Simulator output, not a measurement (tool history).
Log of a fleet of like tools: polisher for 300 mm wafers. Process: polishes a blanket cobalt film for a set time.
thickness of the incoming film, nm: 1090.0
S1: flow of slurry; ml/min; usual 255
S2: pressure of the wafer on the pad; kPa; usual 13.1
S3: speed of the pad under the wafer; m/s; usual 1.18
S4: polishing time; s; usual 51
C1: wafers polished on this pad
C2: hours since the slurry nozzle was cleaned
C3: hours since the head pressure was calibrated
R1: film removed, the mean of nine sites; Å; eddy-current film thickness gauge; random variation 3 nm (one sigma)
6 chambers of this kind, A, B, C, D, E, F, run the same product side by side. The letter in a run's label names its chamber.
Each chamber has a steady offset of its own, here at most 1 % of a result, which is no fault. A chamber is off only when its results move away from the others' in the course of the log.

Run 1C, hour 8.1: usual settings; C1 334; C2 147.0; C3 1134.9. Result: R1 2809.8 Å.
At hour 8.7: chamber B: slurry nozzle cleaned.
At hour 11.7: chamber A: worn pad replaced by a new one.
At hour 13.2: chamber D: worn pad replaced by a new one.
Run 2E, hour 16.1: usual settings; C1 1156; C2 196.4; C3 147.2. Result: R1 2801.9 Å.
At hour 20.0: chamber D: slurry nozzle cleaned.
Run 3B, hour 22.1: usual settings; C1 304; C2 13.4; C3 1159.8. Result: R1 2818.0 Å.
At hour 26.7: chamber E: worn pad replaced by a new one.
At hour 28.4: chamber C: worn pad replaced by a new one.
Run 4F, hour 29.7: usual settings; C1 525; C2 397.6; C3 391.3. Result: R1 2782.0 Å.
Run 5D, hour 36.6: usual settings; C1 296; C2 16.7; C3 716.4. Result: R1 2765.4 Å.
Run 6A, hour 41.2: usual settings; C1 373; C2 128.1; C3 58.0. Result: R1 2773.4 Å.
At hour 45.2: chamber B: head pressure recalibrated.
Run 7E, hour 47.6: usual settings; C1 265; C2 227.9; C3 178.7. Result: R1 2806.0 Å.
Run 8A, hour 53.6: usual settings; C1 530; C2 140.5; C3 70.4. Result: R1 2818.8 Å.
Run 9D, hour 59.2: usual settings; C1 582; C2 39.3; C3 739.0. Result: R1 2757.6 Å.
Run 10C, hour 64.0: usual settings; C1 451; C2 202.9; C3 1190.8. Result: R1 2842.3 Å.
Run 11F, hour 68.5: usual settings; C1 1016; C2 436.4; C3 430.1. Result: R1 2795.4 Å.
At hour 70.0: chamber B: worn pad replaced by a new one.
Run 12B, hour 73.8: usual settings; C1 48; C2 65.1; C3 28.7. Result: R1 2772.6 Å.
At hour 75.4: chamber F: worn pad replaced by a new one.
Run 13B, hour 78.6: usual settings; C1 109; C2 69.9; C3 33.5. Result: R1 2789.4 Å.
At hour 80.2: chamber C: worn pad replaced by a new one.
At hour 81.6: chamber E: slurry nozzle cleaned.
Run 14A, hour 83.1: usual settings; C1 903; C2 170.0; C3 99.9. Result: R1 2821.6 Å.
Run 15F, hour 90.2: usual settings but S1 285 ml/min; C1 187; C2 458.1; C3 451.8. Result: R1 2815.9 Å.
At hour 94.4: chamber D: worn pad replaced by a new one.
Run 16E, hour 96.0: usual settings but S1 285 ml/min; C1 877; C2 14.4; C3 227.1. Result: R1 2874.8 Å.
At hour 96.4: chamber A: worn pad replaced by a new one.
At hour 99.1: chamber C: head pressure recalibrated.
Run 17D, hour 100.2: usual settings but S1 285 ml/min; C1 74; C2 80.3; C3 780.0. Result: R1 2829.2 Å.
Run 18C, hour 108.8: usual settings but S1 285 ml/min; C1 362; C2 247.7; C3 9.7. Result: R1 2641.4 Å.
Run 19E, hour 112.8: usual settings but S1 285 ml/min; C1 1089; C2 31.2; C3 243.9. Result: R1 2782.0 Å.
Run 20B, hour 120.3: usual settings but S1 285 ml/min; C1 636; C2 111.6; C3 75.2. Result: R1 2820.5 Å.
At hour 125.4: chamber C: worn pad replaced by a new one.
Run 21D, hour 127.1: usual settings but S4 58 s; C1 414; C2 107.2; C3 806.9. Result: R1 3183.4 Å.
At hour 132.9: chamber E: worn pad replaced by a new one.
Run 22A, hour 133.6: usual settings but S4 58 s; C1 471; C2 220.5; C3 150.4. Result: R1 3153.9 Å.
At hour 138.4: chamber B: worn pad replaced by a new one.
Run 23C, hour 140.5: usual settings but S4 58 s; C1 191; C2 279.4; C3 41.4. Result: R1 3061.5 Å.
Run 24F, hour 144.8: usual settings but S4 58 s; C1 878; C2 512.7; C3 506.4. Result: R1 3213.5 Å.
Run 25E, hour 150.7: usual settings but S4 58 s; C1 225; C2 69.1; C3 281.8. Result: R1 3183.4 Å.
Run 26C, hour 155.7: usual settings but S4 58 s; C1 383; C2 294.6; C3 56.6. Result: R1 3044.6 Å.
Run 27B, hour 162.4: usual settings but S2 16.5 kPa, S3 0.78 m/s; C1 303; C2 153.7; C3 117.3. Result: R1 2340.6 Å.
At hour 168.0: chamber A: worn pad replaced by a new one.
Run 28F, hour 168.2: usual settings but S2 16.5 kPa, S3 0.78 m/s; C1 1174; C2 536.1; C3 529.8. Result: R1 2355.1 Å.
At hour 169.9: chamber F: worn pad replaced by a new one.
At hour 172.5: chamber C: worn pad replaced by a new one.
Run 29A, hour 173.0: usual settings but S2 16.5 kPa, S3 0.78 m/s; C1 63; C2 259.9; C3 189.8. Result: R1 2367.8 Å.
Run 30D, hour 176.8: usual settings but S2 16.5 kPa, S3 0.78 m/s; C1 1043; C2 156.9; C3 856.6. Result: R1 2296.5 Å.
Run 31B, hour 182.7: usual settings but S2 16.5 kPa, S3 0.78 m/s; C1 560; C2 174.0; C3 137.6. Result: R1 2341.1 Å.
At hour 185.5: chamber D: worn pad replaced by a new one.
Run 32D, hour 189.6: usual settings but S2 16.5 kPa, S3 0.78 m/s; C1 52; C2 169.7; C3 869.4. Result: R1 2308.7 Å.
Run 33E, hour 195.3: usual settings; C1 789; C2 113.7; C3 326.4. Result: R1 2808.7 Å.
Run 34C, hour 202.6: usual settings; C1 381; C2 341.5; C3 103.5. Result: R1 2605.1 Å.
Run 35A, hour 210.9: usual settings; C1 542; C2 297.8; C3 227.7. Result: R1 2833.3 Å.
Run 36F, hour 215.5: usual settings; C1 576; C2 583.4; C3 577.1. Result: R1 2766.0 Å.
Run 37F, hour 222.0: usual settings; C1 659; C2 589.9; C3 583.6. Result: R1 2780.5 Å.
At hour 226.6: chamber E: worn pad replaced by a new one.
Run 38A, hour 229.2: usual settings; C1 774; C2 316.1; C3 246.0. Result: R1 2847.3 Å.
Run 39E, hour 233.1: usual settings but S1 180 ml/min, S3 1.56 m/s; C1 83; C2 151.5; C3 364.2. Result: R1 3620.2 Å.

Next, every chamber runs the same settings. What will each give?
Run 40A, hour 239.3: usual settings but S3 1.52 m/s. Result: R1 ?.
Run 40B, hour 239.3: usual settings but S3 1.52 m/s. Result: R1 ?.
Run 40C, hour 239.3: usual settings but S3 1.52 m/s. Result: R1 ?.
Run 40D, hour 239.3: usual settings but S3 1.52 m/s. Result: R1 ?.
Run 40E, hour 239.3: usual settings but S3 1.52 m/s. Result: R1 ?.
Run 40F, hour 239.3: usual settings but S3 1.52 m/s. Result: R1 ?.

run      R1
40A  3620.1
40B  3600.8
40C  3369.0
40D  3634.9
40E  3565.8
40F  3583.6
